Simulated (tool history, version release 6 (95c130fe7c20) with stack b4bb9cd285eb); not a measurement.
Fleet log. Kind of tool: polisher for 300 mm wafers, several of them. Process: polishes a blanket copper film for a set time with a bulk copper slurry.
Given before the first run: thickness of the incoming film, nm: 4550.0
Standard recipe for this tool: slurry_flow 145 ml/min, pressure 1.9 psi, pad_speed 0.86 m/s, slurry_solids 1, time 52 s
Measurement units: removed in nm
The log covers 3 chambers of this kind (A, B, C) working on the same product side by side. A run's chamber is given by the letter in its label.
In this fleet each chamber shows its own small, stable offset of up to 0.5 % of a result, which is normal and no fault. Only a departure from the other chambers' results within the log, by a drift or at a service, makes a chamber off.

run,day,slurry_flow,pressure,pad_speed,slurry_solids,time,removed
1A,0.467,145,1.9,0.86,1,52,256.75
2C,0.938,145,1.9,0.86,1,52,258.31
# day 1.004: chamber A: worn pad replaced by a new one
3B,1.3,145,1.9,0.86,1,52,255.38
4A,1.65,145,1.9,0.86,1,52,251.65
# day 1.817: chamber C: worn pad replaced by a new one
5C,1.983,145,1.9,0.86,1,52,255.24
# day 2.396: chamber A: slurry blender recalibrated
6B,2.404,145,1.9,0.86,1,52,254.6
# day 2.554: chamber C: slurry blender recalibrated
# day 2.621: chamber B: worn pad replaced by a new one
7C,2.8,145,1.9,0.86,1,52,256.35
# day 3.258: chamber C: head pressure recalibrated
# day 3.283: chamber A: worn pad replaced by a new one
8B,3.367,145,1.9,0.86,1,52,252
9A,3.912,145,1.9,0.86,1,52,252.34
10A,4.304,145,1.9,0.86,1,52,251.66
# day 4.312: chamber C: worn pad replaced by a new one
11C,4.692,145,1.9,0.86,1,52,257.94
# day 5.158: chamber A: worn pad replaced by a new one
12B,5.188,145,1.9,0.86,1,52,252.48
# day 5.525: chamber B: worn pad replaced by a new one
13A,5.771,145,1.9,0.86,1,52,254.58
14C,6.25,145,1.9,0.86,1,52,252.32
15B,6.758,145,1.9,0.86,1,52,248.76
# day 6.938: chamber A: worn pad replaced by a new one
16B,7.267,145,1.9,0.86,1,52,253.17
# day 7.383: chamber C: worn pad replaced by a new one
# day 7.654: chamber C: slurry nozzle cleaned
17C,7.829,145,1.9,0.86,1,52,253.1
# day 8.154: chamber B: worn pad replaced by a new one
18A,8.375,145,1.9,0.86,1,52,253.5
# day 8.604: chamber A: slurry blender recalibrated
19A,8.642,145,1.9,0.86,1,52,258.9
20B,9.179,110,1.9,0.74,1,52,204.79
21C,9.462,110,1.9,0.74,1,52,204.58
# day 9.767: chamber C: worn pad replaced by a new one
22C,9.962,110,1.9,0.74,1,52,208.6

Read the log: is a single chamber off, either drifting away or since a service, is the gauge that measures every chamber drifting, or is nothing wrong beyond small per-chamber offsets? Name any odd chamber and what most likely caused it.

Nothing is wrong: each chamber keeps only its own small, steady offset and the gauge holds still.

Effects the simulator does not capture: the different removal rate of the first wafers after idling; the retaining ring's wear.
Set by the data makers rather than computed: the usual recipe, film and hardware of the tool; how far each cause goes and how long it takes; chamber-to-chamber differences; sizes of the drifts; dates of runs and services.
